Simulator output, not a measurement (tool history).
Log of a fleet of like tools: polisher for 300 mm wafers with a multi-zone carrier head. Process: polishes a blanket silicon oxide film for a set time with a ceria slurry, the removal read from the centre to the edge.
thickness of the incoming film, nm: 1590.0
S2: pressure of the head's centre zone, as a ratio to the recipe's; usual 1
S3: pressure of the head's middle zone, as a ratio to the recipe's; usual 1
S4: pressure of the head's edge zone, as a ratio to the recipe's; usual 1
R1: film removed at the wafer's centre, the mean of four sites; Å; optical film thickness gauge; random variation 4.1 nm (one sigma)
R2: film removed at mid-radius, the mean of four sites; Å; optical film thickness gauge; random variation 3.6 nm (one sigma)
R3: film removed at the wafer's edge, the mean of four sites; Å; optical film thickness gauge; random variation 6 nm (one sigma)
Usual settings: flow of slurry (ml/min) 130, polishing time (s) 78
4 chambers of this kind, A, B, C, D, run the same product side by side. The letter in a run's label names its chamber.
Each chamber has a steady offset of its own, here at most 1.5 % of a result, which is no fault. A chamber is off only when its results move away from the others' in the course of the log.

run 1B hour=5.8 | flow_of_slurry_(ml/min)=130 S2=1 S3=1 S4=1 polishing_time_(s)=78 | R1=4130.2 R2=4100.4 R3=4087.9
run 2C hour=11.7 | flow_of_slurry_(ml/min)=130 S2=1 S3=1 S4=1 polishing_time_(s)=78 | R1=4120.8 R2=4065.5 R3=4004.8
-- hour=20.6 chamber D: worn pad replaced by a new one
run 3A hour=20.8 | flow_of_slurry_(ml/min)=130 S2=1 S3=1 S4=1 polishing_time_(s)=78 | R1=4115.5 R2=4088.4 R3=4068.7
-- hour=21.2 chamber A: worn pad replaced by a new one
run 4D hour=30.5 | flow_of_slurry_(ml/min)=130 S2=1 S3=1 S4=1 polishing_time_(s)=78 | R1=3973.8 R2=4104.4 R3=4028.4
-- hour=31.1 chamber D: slurry nozzle cleaned
-- hour=35.4 chamber B: worn pad replaced by a new one
run 5A hour=38.9 | flow_of_slurry_(ml/min)=130 S2=1 S3=1 S4=1 polishing_time_(s)=78 | R1=4160.3 R2=4110.4 R3=3994.2
run 6D hour=44.6 | flow_of_slurry_(ml/min)=90 S2=1 S3=1 S4=1 polishing_time_(s)=66 | R1=3097.2 R2=3151.6 R3=3192.1
run 7B hour=53.3 | flow_of_slurry_(ml/min)=90 S2=1 S3=1 S4=1 polishing_time_(s)=66 | R1=3072.9 R2=3112.5 R3=3251.8
-- hour=54 chamber C: worn pad replaced by a new one
run 8C hour=60.2 | flow_of_slurry_(ml/min)=90 S2=1 S3=1 S4=1 polishing_time_(s)=66 | R1=3040 R2=3190.1 R3=3165.4
run 9B hour=68.9 | flow_of_slurry_(ml/min)=90 S2=1 S3=1 S4=1 polishing_time_(s)=66 | R1=3161 R2=3198.7 R3=3233.1
-- hour=77.6 chamber A: edge zone pressure recalibrated
run 10D hour=78 | flow_of_slurry_(ml/min)=130 S2=1 S3=1 S4=1 polishing_time_(s)=78 | R1=4065.1 R2=4055.1 R3=4016
run 11A hour=87.7 | flow_of_slurry_(ml/min)=130 S2=1 S3=0.95 S4=1 polishing_time_(s)=78 | R1=4117.5 R2=3946 R3=4038.9
-- hour=88.1 chamber D: worn pad replaced by a new one
run 12C hour=98.7 | flow_of_slurry_(ml/min)=130 S2=1 S3=0.95 S4=1 polishing_time_(s)=78 | R1=4125.8 R2=3913.4 R3=4101.3
-- hour=104.6 chamber B: worn pad replaced by a new one
run 13D hour=105 | flow_of_slurry_(ml/min)=130 S2=1 S3=0.95 S4=1 polishing_time_(s)=78 | R1=4098.3 R2=3889 R3=4007.9
-- hour=106.3 chamber A: worn pad replaced by a new one
run 14C hour=111.2 | flow_of_slurry_(ml/min)=130 S2=1 S3=0.95 S4=1 polishing_time_(s)=78 | R1=4058 R2=3886.7 R3=4044.2
run 15A hour=117.2 | flow_of_slurry_(ml/min)=130 S2=1 S3=1 S4=1 polishing_time_(s)=78 | R1=4141.1 R2=4119.2 R3=4000.6
-- hour=120.1 chamber C: worn pad replaced by a new one
run 16B hour=128.4 | flow_of_slurry_(ml/min)=130 S2=1 S3=1 S4=1 polishing_time_(s)=78 | R1=4049.1 R2=4087.8 R3=4055.5
run 17A hour=138.4 | flow_of_slurry_(ml/min)=130 S2=1 S3=1 S4=1 polishing_time_(s)=78 | R1=4159.5 R2=4117.5 R3=4100.8
run 18B hour=146 | flow_of_slurry_(ml/min)=130 S2=1 S3=1 S4=0.94 polishing_time_(s)=78 | R1=4020.9 R2=4131.6 R3=3916.5
run 19D hour=151.9 | flow_of_slurry_(ml/min)=130 S2=1 S3=1 S4=0.94 polishing_time_(s)=78 | R1=4020.9 R2=4080.7 R3=3835.9
-- hour=159.6 chamber D: worn pad replaced by a new one
run 20C hour=164.3 | flow_of_slurry_(ml/min)=130 S2=1 S3=1 S4=0.94 polishing_time_(s)=78 | R1=4065.4 R2=4088.8 R3=3953.6
run 21C hour=172.5 | flow_of_slurry_(ml/min)=130 S2=1 S3=1 S4=0.94 polishing_time_(s)=78 | R1=4094.6 R2=4059.1 R3=3986.2
-- hour=178.8 chamber B: worn pad replaced by a new one
run 22A hour=182.1 | flow_of_slurry_(ml/min)=130 S2=0.89 S3=1 S4=1 polishing_time_(s)=78 | R1=3658.6 R2=4087.4 R3=4010.1
run 23D hour=187.6 | flow_of_slurry_(ml/min)=130 S2=0.89 S3=1 S4=1 polishing_time_(s)=78 | R1=3591.5 R2=4086.1 R3=4031
-- hour=190.2 chamber C: worn pad replaced by a new one
run 24B hour=194.7 | flow_of_slurry_(ml/min)=130 S2=0.89 S3=1 S4=1 polishing_time_(s)=78 | R1=3558.2 R2=4121.4 R3=4113.3
run 25C hour=200.2 | flow_of_slurry_(ml/min)=130 S2=0.89 S3=1 S4=1 polishing_time_(s)=78 | R1=3558.9 R2=4071.1 R3=4088
-- hour=202.7 chamber A: worn pad replaced by a new one
run 26A hour=208.2 | flow_of_slurry_(ml/min)=130 S2=1 S3=1 S4=1 polishing_time_(s)=78 | R1=4117.9 R2=4072.1 R3=3994.1
run 27D hour=213.7 | flow_of_slurry_(ml/min)=130 S2=1 S3=1.04 S4=1 polishing_time_(s)=87 | R1=4415.6 R2=4708.1 R3=4542.5
-- hour=215.8 chamber D: centre zone pressure recalibrated
run 28B hour=219.9 | flow_of_slurry_(ml/min)=130 S2=1 S3=1.04 S4=1 polishing_time_(s)=87 | R1=4552.3 R2=4703.2 R3=4456.2
run 29D hour=227.8 | flow_of_slurry_(ml/min)=130 S2=1 S3=1.04 S4=1 polishing_time_(s)=87 | R1=4480.4 R2=4788.1 R3=4572.5
-- hour=229.2 chamber D: worn pad replaced by a new one
run 30A hour=234.6 | flow_of_slurry_(ml/min)=130 S2=1 S3=1.04 S4=1 polishing_time_(s)=87 | R1=4636.6 R2=4791.3 R3=4361.7
run 31B hour=241 | flow_of_slurry_(ml/min)=130 S2=1 S3=1 S4=1 polishing_time_(s)=78 | R1=4057.5 R2=4126.6 R3=4102.9
-- hour=252.2 chamber B: worn pad replaced by a new one
run 32C hour=253.2 | flow_of_slurry_(ml/min)=130 S2=1 S3=1 S4=1 polishing_time_(s)=78 | R1=4097.3 R2=4062.7 R3=4070.3
run 33B hour=262.7 | flow_of_slurry_(ml/min)=130 S2=1 S3=1 S4=1 polishing_time_(s)=59 | R1=3099.2 R2=3070.2 R3=3080.5
-- hour=263 chamber C: worn pad replaced by a new one
run 34C hour=271.9 | flow_of_slurry_(ml/min)=130 S2=1 S3=1 S4=1 polishing_time_(s)=59 | R1=3034.7 R2=3109.1 R3=3100.1
run 35D hour=280.8 | flow_of_slurry_(ml/min)=130 S2=1 S3=1 S4=1 polishing_time_(s)=59 | R1=3053.7 R2=3021.3 R3=3064.6
-- hour=285.6 chamber D: slurry nozzle cleaned
run 36A hour=292.5 | flow_of_slurry_(ml/min)=130 S2=1 S3=1 S4=1 polishing_time_(s)=59 | R1=3120.2 R2=3148 R3=3094.6
run 37C hour=299.7 | flow_of_slurry_(ml/min)=130 S2=1 S3=1.07 S4=1 polishing_time_(s)=78 | R1=4019.7 R2=4342.8 R3=4029
-- hour=303 chamber A: worn pad replaced by a new one
-- hour=309.2 chamber D: worn pad replaced by a new one
run 38D hour=310.7 | flow_of_slurry_(ml/min)=130 S2=1 S3=1.07 S4=1 polishing_time_(s)=78 | R1=3981.3 R2=4335.7 R3=3978.9
run 39A hour=321.1 | flow_of_slurry_(ml/min)=130 S2=1 S3=1.07 S4=1 polishing_time_(s)=78 | R1=4089 R2=4408.5 R3=4001
-- hour=326.7 chamber B: worn pad replaced by a new one
run 40B hour=327.2 | flow_of_slurry_(ml/min)=130 S2=1 S3=1.07 S4=1 polishing_time_(s)=78 | R1=4094.4 R2=4335.8 R3=4088.1
run 41D hour=336.7 | flow_of_slurry_(ml/min)=130 S2=1 S3=1 S4=1 polishing_time_(s)=78 | R1=4079.7 R2=4076 R3=3987.7
run 42A hour=345.7 | flow_of_slurry_(ml/min)=130 S2=0.93 S3=1 S4=1 polishing_time_(s)=64 | R1=3095.4 R2=3379.9 R3=3361.6

What goes on in this fleet: one chamber off, a drifting gauge, or nothing beyond the chambers' own small offsets? Name the chamber and the cause, if any.

No chamber stands off beyond its own small offset, and the gauge holds steady.

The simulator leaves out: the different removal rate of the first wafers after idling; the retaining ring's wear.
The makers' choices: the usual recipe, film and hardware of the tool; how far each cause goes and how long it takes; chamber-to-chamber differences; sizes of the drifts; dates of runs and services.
